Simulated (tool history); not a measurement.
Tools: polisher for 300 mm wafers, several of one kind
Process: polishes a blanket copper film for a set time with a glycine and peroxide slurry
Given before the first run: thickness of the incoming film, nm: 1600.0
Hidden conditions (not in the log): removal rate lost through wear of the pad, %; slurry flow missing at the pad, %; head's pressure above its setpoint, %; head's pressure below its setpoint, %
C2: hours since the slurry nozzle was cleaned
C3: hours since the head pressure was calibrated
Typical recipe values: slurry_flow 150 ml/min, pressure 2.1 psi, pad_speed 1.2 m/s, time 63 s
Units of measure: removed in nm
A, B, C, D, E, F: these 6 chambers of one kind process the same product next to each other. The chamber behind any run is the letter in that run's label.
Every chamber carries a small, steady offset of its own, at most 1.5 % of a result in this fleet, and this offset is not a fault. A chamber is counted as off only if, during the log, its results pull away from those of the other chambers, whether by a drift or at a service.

-- day=0.083 chamber E: worn pad replaced by a new one
run 1A day=0.246 | slurry_flow=150 pressure=2.1 pad_speed=1.2 time=63 | wafers_polished_on_this_pad=222 C2=8.5 C3=41.8 | removed=379.08
run 2F day=0.362 | slurry_flow=150 pressure=2.1 pad_speed=1.2 time=63 | wafers_polished_on_this_pad=735 C2=27.1 C3=29.1 | removed=381.2
-- day=0.462 chamber D: worn pad replaced by a new one
run 3B day=0.538 | slurry_flow=150 pressure=2.1 pad_speed=1.2 time=63 | wafers_polished_on_this_pad=871 C2=274.6 C3=979.4 | removed=380.94
-- day=0.742 chamber B: worn pad replaced by a new one
run 4E day=0.746 | slurry_flow=150 pressure=2.1 pad_speed=1.2 time=63 | wafers_polished_on_this_pad=181 C2=195 C3=223.1 | removed=385
-- day=0.875 chamber F: worn pad replaced by a new one
run 5D day=0.938 | slurry_flow=150 pressure=2.1 pad_speed=1.2 time=63 | wafers_polished_on_this_pad=129 C2=159.6 C3=979 | removed=377.65
run 6C day=1.171 | slurry_flow=150 pressure=2.1 pad_speed=1.2 time=63 | wafers_polished_on_this_pad=473 C2=115.2 C3=201 | removed=378.24
run 7D day=1.388 | slurry_flow=150 pressure=2.1 pad_speed=1.2 time=63 | wafers_polished_on_this_pad=252 C2=170.4 C3=989.8 | removed=371.44
run 8C day=1.533 | slurry_flow=150 pressure=2.1 pad_speed=1.2 time=63 | wafers_polished_on_this_pad=572 C2=123.9 C3=209.7 | removed=372.89
-- day=1.617 chamber A: worn pad replaced by a new one
run 9B day=1.767 | slurry_flow=150 pressure=2.1 pad_speed=1.2 time=63 | wafers_polished_on_this_pad=280 C2=304.1 C3=1008.9 | removed=373.42
run 10E day=1.938 | slurry_flow=150 pressure=2.1 pad_speed=1.2 time=63 | wafers_polished_on_this_pad=507 C2=223.6 C3=251.7 | removed=381.18
run 11F day=2.067 | slurry_flow=150 pressure=2.1 pad_speed=1.2 time=63 | wafers_polished_on_this_pad=325 C2=68 C3=70 | removed=385.92
run 12A day=2.225 | slurry_flow=150 pressure=2.1 pad_speed=1.2 time=63 | wafers_polished_on_this_pad=166 C2=56 C3=89.3 | removed=375.01
-- day=2.454 chamber E: worn pad replaced by a new one
run 13A day=2.471 | slurry_flow=150 pressure=2.1 pad_speed=1.2 time=63 | wafers_polished_on_this_pad=233 C2=61.9 C3=95.2 | removed=378.46
run 14B day=2.646 | slurry_flow=150 pressure=2.1 pad_speed=1.2 time=63 | wafers_polished_on_this_pad=520 C2=325.2 C3=1030 | removed=373.01
run 15D day=2.842 | slurry_flow=150 pressure=2.1 pad_speed=1.2 time=63 | wafers_polished_on_this_pad=649 C2=205.3 C3=1024.7 | removed=379.51
run 16E day=3.017 | slurry_flow=150 pressure=2.1 pad_speed=1.2 time=63 | wafers_polished_on_this_pad=153 C2=249.5 C3=277.6 | removed=380.52
run 17C day=3.196 | slurry_flow=115 pressure=2.1 pad_speed=1.6 time=63 | wafers_polished_on_this_pad=1026 C2=163.8 C3=249.6 | removed=448.35
run 18F day=3.429 | slurry_flow=115 pressure=2.1 pad_speed=1.6 time=63 | wafers_polished_on_this_pad=697 C2=100.7 C3=102.7 | removed=462.47
-- day=3.467 chamber A: worn pad replaced by a new one
run 19E day=3.633 | slurry_flow=115 pressure=2.1 pad_speed=1.6 time=63 | wafers_polished_on_this_pad=322 C2=264.3 C3=292.4 | removed=453.92
-- day=3.754 chamber C: worn pad replaced by a new one
run 20C day=3.838 | slurry_flow=115 pressure=2.1 pad_speed=1.6 time=63 | wafers_polished_on_this_pad=23 C2=179.2 C3=265 | removed=454.54
run 21A day=4.042 | slurry_flow=115 pressure=2.1 pad_speed=1.6 time=63 | wafers_polished_on_this_pad=157 C2=99.6 C3=132.9 | removed=456.39
-- day=4.05 chamber D: worn pad replaced by a new one
run 22F day=4.208 | slurry_flow=115 pressure=2.1 pad_speed=1.6 time=63 | wafers_polished_on_this_pad=910 C2=119.4 C3=121.4 | removed=461.23
-- day=4.221 chamber F: worn pad replaced by a new one
-- day=4.283 chamber B: worn pad replaced by a new one
run 23B day=4.362 | slurry_flow=150 pressure=2.1 pad_speed=1.2 time=63 | wafers_polished_on_this_pad=22 C2=366.4 C3=1071.2 | removed=375.18
run 24D day=4.571 | slurry_flow=150 pressure=2.1 pad_speed=1.2 time=63 | wafers_polished_on_this_pad=142 C2=246.8 C3=1066.2 | removed=379.96
run 25A day=4.767 | slurry_flow=150 pressure=2.1 pad_speed=1.2 time=63 | wafers_polished_on_this_pad=355 C2=117 C3=150.3 | removed=377.26
run 26C day=5 | slurry_flow=150 pressure=2.1 pad_speed=1.2 time=42 | wafers_polished_on_this_pad=340 C2=207.1 C3=292.9 | removed=239.67
run 27B day=5.15 | slurry_flow=150 pressure=2.1 pad_speed=1.2 time=42 | wafers_polished_on_this_pad=237 C2=385.3 C3=1090.1 | removed=250.15
-- day=5.204 chamber E: worn pad replaced by a new one
-- day=5.212 chamber A: worn pad replaced by a new one
run 28D day=5.375 | slurry_flow=150 pressure=2.1 pad_speed=1.2 time=42 | wafers_polished_on_this_pad=361 C2=266.1 C3=1085.5 | removed=248.65
run 29E day=5.6 | slurry_flow=150 pressure=2.1 pad_speed=1.2 time=42 | wafers_polished_on_this_pad=109 C2=311.5 C3=339.6 | removed=258.11
run 30F day=5.833 | slurry_flow=150 pressure=2.1 pad_speed=1.2 time=42 | wafers_polished_on_this_pad=440 C2=158.4 C3=160.4 | removed=258
run 31B day=6.038 | slurry_flow=150 pressure=2.1 pad_speed=1.2 time=42 | wafers_polished_on_this_pad=479 C2=406.6 C3=1111.4 | removed=251.33
run 32D day=6.154 | slurry_flow=150 pressure=2.1 pad_speed=0.8 time=46 | wafers_polished_on_this_pad=574 C2=284.8 C3=1104.2 | removed=198.17
run 33C day=6.325 | slurry_flow=150 pressure=2.1 pad_speed=0.8 time=46 | wafers_polished_on_this_pad=702 C2=238.9 C3=324.7 | removed=192.2
run 34F day=6.458 | slurry_flow=150 pressure=2.1 pad_speed=0.8 time=46 | wafers_polished_on_this_pad=611 C2=173.4 C3=175.4 | removed=202.6
run 35E day=6.588 | slurry_flow=150 pressure=2.1 pad_speed=0.8 time=46 | wafers_polished_on_this_pad=378 C2=335.2 C3=363.3 | removed=205.56
run 36A day=6.725 | slurry_flow=150 pressure=2.1 pad_speed=0.8 time=46 | wafers_polished_on_this_pad=413 C2=164 C3=197.3 | removed=198.92
run 37E day=6.942 | slurry_flow=150 pressure=2.1 pad_speed=0.8 time=46 | wafers_polished_on_this_pad=475 C2=343.7 C3=371.8 | removed=203.24
run 38A day=7.088 | slurry_flow=150 pressure=2.1 pad_speed=1.2 time=63 | wafers_polished_on_this_pad=512 C2=172.7 C3=206 | removed=373.82

Next, every chamber runs the same settings. What will each give?
run 39A day=7.267 | slurry_flow=175 pressure=2.1 pad_speed=1.2 time=63 | removed=?
run 39B day=7.267 | slurry_flow=175 pressure=2.1 pad_speed=1.2 time=63 | removed=?
run 39C day=7.267 | slurry_flow=175 pressure=2.1 pad_speed=1.2 time=63 | removed=?
run 39D day=7.267 | slurry_flow=175 pressure=2.1 pad_speed=1.2 time=63 | removed=?
run 39E day=7.267 | slurry_flow=175 pressure=2.1 pad_speed=1.2 time=63 | removed=?
run 39F day=7.267 | slurry_flow=175 pressure=2.1 pad_speed=1.2 time=63 | removed=?

run=39A removed=388
run=39B removed=383.81
run=39C removed=357.95
run=39D removed=380.33
run=39E removed=388.52
run=39F removed=390.18
